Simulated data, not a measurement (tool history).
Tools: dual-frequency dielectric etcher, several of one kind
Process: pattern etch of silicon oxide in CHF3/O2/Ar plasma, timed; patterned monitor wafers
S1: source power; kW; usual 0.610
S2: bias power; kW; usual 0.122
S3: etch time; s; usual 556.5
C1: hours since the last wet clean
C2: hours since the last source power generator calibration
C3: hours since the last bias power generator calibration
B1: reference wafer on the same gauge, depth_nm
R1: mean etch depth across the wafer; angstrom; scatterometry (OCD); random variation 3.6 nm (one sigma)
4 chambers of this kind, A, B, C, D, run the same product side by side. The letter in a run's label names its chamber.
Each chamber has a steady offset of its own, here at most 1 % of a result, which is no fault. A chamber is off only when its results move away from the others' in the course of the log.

run,day,S1,S2,S3,C1,C2,C3,B1,R1
1C,0.221,0.610,0.122,556.5,534.9,1296.6,3175.1,861.11,9817.6
# day 0.512: chamber B: wet clean of the chamber
2A,0.596,0.610,0.122,556.5,112.2,2751.8,644.8,860.97,9858.4
3B,0.862,0.610,0.122,556.5,8.5,1742.3,572.8,861.72,9839.7
4D,1.083,0.610,0.122,556.5,244.0,106.5,3569.4,861.28,9864.0
5B,1.254,0.610,0.122,556.5,17.9,1751.7,582.2,860.88,9746.2
6D,1.425,0.610,0.122,556.5,252.2,114.7,3577.6,860.70,9901.5
7A,1.638,0.610,0.122,556.5,137.2,2776.8,669.8,861.77,9824.0
8C,1.838,0.610,0.122,556.5,573.7,1335.4,3213.9,861.17,9783.2
9C,2.038,0.610,0.122,556.5,578.5,1340.2,3218.7,861.42,9817.1
10D,2.271,0.690,0.122,631.5,272.5,135.0,3597.9,861.22,11679.0
11B,2.492,0.690,0.122,631.5,47.6,1781.4,611.9,861.63,11719.0
12A,2.754,0.690,0.122,631.5,164.0,2803.6,696.6,861.29,11711.0
13B,2.925,0.690,0.122,631.5,58.0,1791.8,622.3,861.77,11605.0
14D,3.154,0.610,0.122,556.5,293.7,156.2,3619.1,860.31,9809.3
15A,3.354,0.610,0.122,556.5,178.4,2818.0,711.0,861.52,9820.7
# day 3.512: chamber C: wet clean of the chamber
16C,3.583,0.610,0.122,556.5,1.7,1377.3,3255.8,861.05,9438.3
17B,3.929,0.610,0.146,709.0,82.1,1815.9,646.4,860.45,13204.0
18C,4.162,0.610,0.146,709.0,15.6,1391.2,3269.7,860.52,12810.0
19D,4.333,0.610,0.146,709.0,322.0,184.5,3647.4,860.14,13276.0
20A,4.542,0.610,0.146,709.0,206.9,2846.5,739.5,860.85,13306.0
21A,4.779,0.610,0.122,556.5,212.6,2852.2,745.2,860.48,9833.4
22D,5.046,0.610,0.122,556.5,339.1,201.6,3664.5,861.17,9821.7
23C,5.250,0.610,0.122,556.5,41.7,1417.3,3295.8,861.16,9494.5
24B,5.625,0.610,0.122,556.5,122.8,1856.6,687.1,861.45,9821.7
25C,5.850,0.610,0.122,556.5,56.1,1431.7,3310.2,861.05,9472.4
26D,6.071,0.610,0.122,556.5,363.7,226.2,3689.1,859.87,9753.4
27A,6.308,0.610,0.122,556.5,249.3,2888.9,781.9,861.32,9814.8
28B,6.521,0.610,0.122,556.5,144.3,1878.1,708.6,861.03,9861.8
29B,6.758,0.610,0.122,556.5,150.0,1883.8,714.3,861.24,9846.9
30C,6.971,0.610,0.122,615.0,83.0,1458.6,3337.1,860.76,10461.0
# day 7.162: chamber D: bias power generator calibrated
31A,7.246,0.610,0.122,615.0,271.8,2911.4,804.4,860.86,10842.0
32D,7.442,0.610,0.122,615.0,396.6,259.1,6.7,861.11,10786.0
33C,7.625,0.610,0.122,615.0,98.7,1474.3,3352.8,861.05,10476.0
34A,7.917,0.610,0.122,556.5,287.9,2927.5,820.5,860.94,9836.5
35D,8.083,0.610,0.122,556.5,412.0,274.5,22.1,860.77,9718.7
36B,8.300,0.610,0.122,556.5,187.0,1920.8,751.3,861.08,9851.7
37D,8.617,0.610,0.122,556.5,424.8,287.3,34.9,861.65,9865.5
38A,8.908,0.610,0.122,556.5,311.7,2951.3,844.3,860.83,9848.5
39C,9.242,0.610,0.122,556.5,137.5,1513.1,3391.6,860.74,9484.3
40B,9.512,0.610,0.122,556.5,216.1,1949.9,780.4,861.68,9808.9
41D,9.808,0.730,0.122,681.5,453.4,315.9,63.5,861.05,12872.0
42C,10.171,0.730,0.122,681.5,159.8,1535.4,3413.9,861.24,12448.0
43A,10.367,0.730,0.122,681.5,346.7,2986.3,879.3,860.97,12927.0

Is one chamber off against the others, does the gauge drift, or is nothing wrong? If a chamber is off, say which, and what the likeliest cause is.

A service left chamber C off against the others.
Cause: etch rate under this chamber's usual, % = 3.31.

Here are 4 candidates for chamber C's next run, each the usual settings with a change, their results left as question marks. Which one brings its results back in line with what the others give on the usual settings?
In line means no further than this from the other chambers' mean on the usual settings: R1 130.0 angstrom
44C-1,10.633,0.610,0.123,572.5,,,,,?
44C-2,10.633,0.600,0.122,556.5,,,,,?
44C-3,10.633,0.610,0.126,556.5,,,,,?
44C-4,10.633,0.610,0.122,539.5,,,,,?

The other chambers' mean on the usual settings: R1 9805.6 angstrom
run,R1
44C-1,9752.0
44C-2,9395.6
44C-3,9550.2
44C-4,9166.9
44C-1 brings the chamber back in line.
